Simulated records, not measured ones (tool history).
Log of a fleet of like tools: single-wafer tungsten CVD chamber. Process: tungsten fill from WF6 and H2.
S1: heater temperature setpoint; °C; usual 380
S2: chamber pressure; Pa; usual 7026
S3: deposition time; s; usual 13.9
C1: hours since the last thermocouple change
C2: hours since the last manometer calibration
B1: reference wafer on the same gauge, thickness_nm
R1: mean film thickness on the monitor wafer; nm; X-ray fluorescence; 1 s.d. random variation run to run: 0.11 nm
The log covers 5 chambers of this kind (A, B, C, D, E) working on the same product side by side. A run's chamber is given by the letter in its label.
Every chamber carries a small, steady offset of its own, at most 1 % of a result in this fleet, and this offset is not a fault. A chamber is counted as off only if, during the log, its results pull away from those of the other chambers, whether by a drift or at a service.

{"run": "1B", "hour": 9.5, "S1": 380, "S2": 7026, "S3": 13.9, "C1": 1369.1, "C2": 89.7, "B1": 41.8, "R1": 35.346}
{"run": "2D", "hour": 17.3, "S1": 380, "S2": 7026, "S3": 13.9, "C1": 880.4, "C2": 944.1, "B1": 41.801, "R1": 35.515}
{"hour": 18.2, "done": "chamber C: thermocouple changed; heater temperature recalibrated"}
{"run": "3E", "hour": 25.6, "S1": 380, "S2": 7026, "S3": 13.9, "C1": 800.2, "C2": 1594.1, "B1": 41.827, "R1": 35.391}
{"run": "4C", "hour": 38.2, "S1": 380, "S2": 7026, "S3": 13.9, "C1": 20, "C2": 1576.7, "B1": 41.8, "R1": 35.387}
{"run": "5A", "hour": 50.5, "S1": 380, "S2": 7026, "S3": 13.9, "C1": 1268.5, "C2": 765.4, "B1": 41.807, "R1": 35.221}
{"run": "6B", "hour": 59.3, "S1": 380, "S2": 7026, "S3": 13.9, "C1": 1418.9, "C2": 139.5, "B1": 41.782, "R1": 35.654}
{"run": "7A", "hour": 65.8, "S1": 380, "S2": 7026, "S3": 13.9, "C1": 1283.8, "C2": 780.7, "B1": 41.792, "R1": 35.379}
{"run": "8E", "hour": 71.5, "S1": 380, "S2": 7026, "S3": 13.9, "C1": 846.1, "C2": 1640, "B1": 41.801, "R1": 35.47}
{"run": "9C", "hour": 83.6, "S1": 380, "S2": 7026, "S3": 13.9, "C1": 65.4, "C2": 1622.1, "B1": 41.819, "R1": 35.49}
{"run": "10D", "hour": 95.1, "S1": 380, "S2": 7026, "S3": 13.9, "C1": 958.2, "C2": 1021.9, "B1": 41.835, "R1": 35.682}
{"run": "11B", "hour": 105.5, "S1": 380, "S2": 7026, "S3": 13.9, "C1": 1465.1, "C2": 185.7, "B1": 41.795, "R1": 35.223}
{"run": "12C", "hour": 115.9, "S1": 380, "S2": 7026, "S3": 13.9, "C1": 97.7, "C2": 1654.4, "B1": 41.824, "R1": 35.339}
{"run": "13A", "hour": 121.7, "S1": 380, "S2": 7026, "S3": 13.9, "C1": 1339.7, "C2": 836.6, "B1": 41.828, "R1": 35.459}
{"run": "14E", "hour": 132.7, "S1": 380, "S2": 7026, "S3": 13.9, "C1": 907.3, "C2": 1701.2, "B1": 41.788, "R1": 35.342}
{"run": "15D", "hour": 139.5, "S1": 380, "S2": 8013, "S3": 13.9, "C1": 1002.6, "C2": 1066.3, "B1": 41.785, "R1": 37.511}
{"hour": 140.3, "done": "chamber A: thermocouple changed; heater temperature recalibrated"}
{"run": "16B", "hour": 151.3, "S1": 380, "S2": 8013, "S3": 13.9, "C1": 1510.9, "C2": 231.5, "B1": 41.785, "R1": 37.718}
{"run": "17A", "hour": 161.3, "S1": 380, "S2": 8013, "S3": 13.9, "C1": 21, "C2": 876.2, "B1": 41.821, "R1": 37.534}
{"run": "18D", "hour": 167.1, "S1": 380, "S2": 8013, "S3": 13.9, "C1": 1030.2, "C2": 1093.9, "B1": 41.797, "R1": 37.531}
{"run": "19C", "hour": 175.4, "S1": 380, "S2": 8013, "S3": 13.9, "C1": 157.2, "C2": 1713.9, "B1": 41.801, "R1": 37.307}
{"run": "20E", "hour": 183.4, "S1": 380, "S2": 7026, "S3": 13.9, "C1": 958, "C2": 1751.9, "B1": 41.812, "R1": 35.543}
{"run": "21C", "hour": 193.9, "S1": 380, "S2": 7026, "S3": 13.9, "C1": 175.7, "C2": 1732.4, "B1": 41.813, "R1": 35.53}
{"run": "22B", "hour": 203.4, "S1": 380, "S2": 7026, "S3": 13.9, "C1": 1563, "C2": 283.6, "B1": 41.775, "R1": 35.396}
{"run": "23E", "hour": 215.8, "S1": 380, "S2": 7026, "S3": 13.9, "C1": 990.4, "C2": 1784.3, "B1": 41.81, "R1": 35.621}
{"run": "24A", "hour": 225.5, "S1": 369, "S2": 7599, "S3": 13.9, "C1": 85.2, "C2": 940.4, "B1": 41.825, "R1": 29.233}
{"run": "25D", "hour": 236.8, "S1": 369, "S2": 7599, "S3": 13.9, "C1": 1099.9, "C2": 1163.6, "B1": 41.804, "R1": 29.466}
{"run": "26D", "hour": 248.0, "S1": 369, "S2": 7599, "S3": 13.9, "C1": 1111.1, "C2": 1174.8, "B1": 41.817, "R1": 29.312}
{"run": "27B", "hour": 257.8, "S1": 369, "S2": 7599, "S3": 13.9, "C1": 1617.4, "C2": 338, "B1": 41.766, "R1": 29.234}
{"run": "28E", "hour": 265.7, "S1": 369, "S2": 7599, "S3": 13.9, "C1": 1040.3, "C2": 1834.2, "B1": 41.775, "R1": 29.059}
{"run": "29A", "hour": 271.3, "S1": 380, "S2": 7026, "S3": 13.9, "C1": 131, "C2": 986.2, "B1": 41.787, "R1": 35.138}
{"run": "30C", "hour": 283.6, "S1": 380, "S2": 7026, "S3": 13.9, "C1": 265.4, "C2": 1822.1, "B1": 41.809, "R1": 35.463}

Is one chamber off against the others, does the gauge drift, or is nothing wrong? If a chamber is off, say which, and what the likeliest cause is.

Nothing is wrong: each chamber keeps only its own small, steady offset and the gauge holds still.

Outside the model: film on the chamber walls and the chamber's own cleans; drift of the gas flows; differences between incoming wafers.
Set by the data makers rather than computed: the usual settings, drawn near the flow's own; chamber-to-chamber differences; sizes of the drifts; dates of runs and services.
